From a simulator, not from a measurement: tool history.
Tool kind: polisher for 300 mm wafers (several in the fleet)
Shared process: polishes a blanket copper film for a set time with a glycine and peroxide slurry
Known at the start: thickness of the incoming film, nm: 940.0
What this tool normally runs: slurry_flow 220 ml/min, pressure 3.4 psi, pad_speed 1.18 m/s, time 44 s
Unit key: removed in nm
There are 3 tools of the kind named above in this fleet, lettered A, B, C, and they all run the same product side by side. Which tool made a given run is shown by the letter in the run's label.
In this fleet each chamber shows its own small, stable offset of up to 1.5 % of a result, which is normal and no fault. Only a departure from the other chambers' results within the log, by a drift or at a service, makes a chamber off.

run   hour  slurry_flow  pressure  pad_speed  time  removed
       6.2  -- chamber A: worn pad replaced by a new one
 1A    7.4          220       3.4       1.18    44    273.8
 2C   13.1          220       3.4       1.18    44   274.35
 3B   21.1          220       3.4       1.18    44   278.82
 4B   32.7          220       3.4       1.18    44   273.01
      39.9  -- chamber B: worn pad replaced by a new one
 5A     40          180       3.4        1.4    44   308.27
 6C   45.8          180       3.4        1.4    44   312.68
        47  -- chamber A: head pressure recalibrated
      51.1  -- chamber C: slurry nozzle cleaned
 7C   53.4          180       3.4        1.4    44   313.36
 8A   62.5          220       3.4       1.18    44   268.13
 9B   73.6          220       3.4       1.18    44   276.17
10B   84.9          220       3.4       1.18    44   279.08
11A   96.8          220       3.4       1.18    44   268.49
12C    108          220       3.4       1.18    44   279.39
13C    117          185       3.4       1.18    44   269.73
     118.2  -- chamber B: worn pad replaced by a new one
     125.3  -- chamber A: worn pad replaced by a new one
14A  126.4          185       3.4       1.18    44   266.35
15B    132          185       3.4       1.18    44   267.65
     134.8  -- chamber C: worn pad replaced by a new one
16B  140.1          220       3.4       1.18    44   270.44
17C  151.4          220       3.9       1.18    44   310.46
18A  161.1          220       3.9       1.18    44   303.72
19A  170.2          220       3.9       1.18    44   308.08
20C  179.4          220       3.4       1.18    44   277.03
21B  191.9          220       3.4       1.18    44   277.59
     192.9  -- chamber B: worn pad replaced by a new one
     201.8  -- chamber B: slurry nozzle cleaned
22A  201.8          220       3.4       1.18    44   269.47
23B  212.6          220       3.4       1.18    44   273.65
24C  224.4          220       3.4       1.18    44   272.58
25B  233.1          220       3.4       1.18    44   272.59
26C  244.1          220       3.4       1.18    44   271.13

One chamber off, gauge drift, or nothing amiss beyond the chambers' own small offsets? If it is a chamber, which one, and what is the likeliest cause?

Nothing is wrong: each chamber keeps only its own small, steady offset and the gauge holds still.
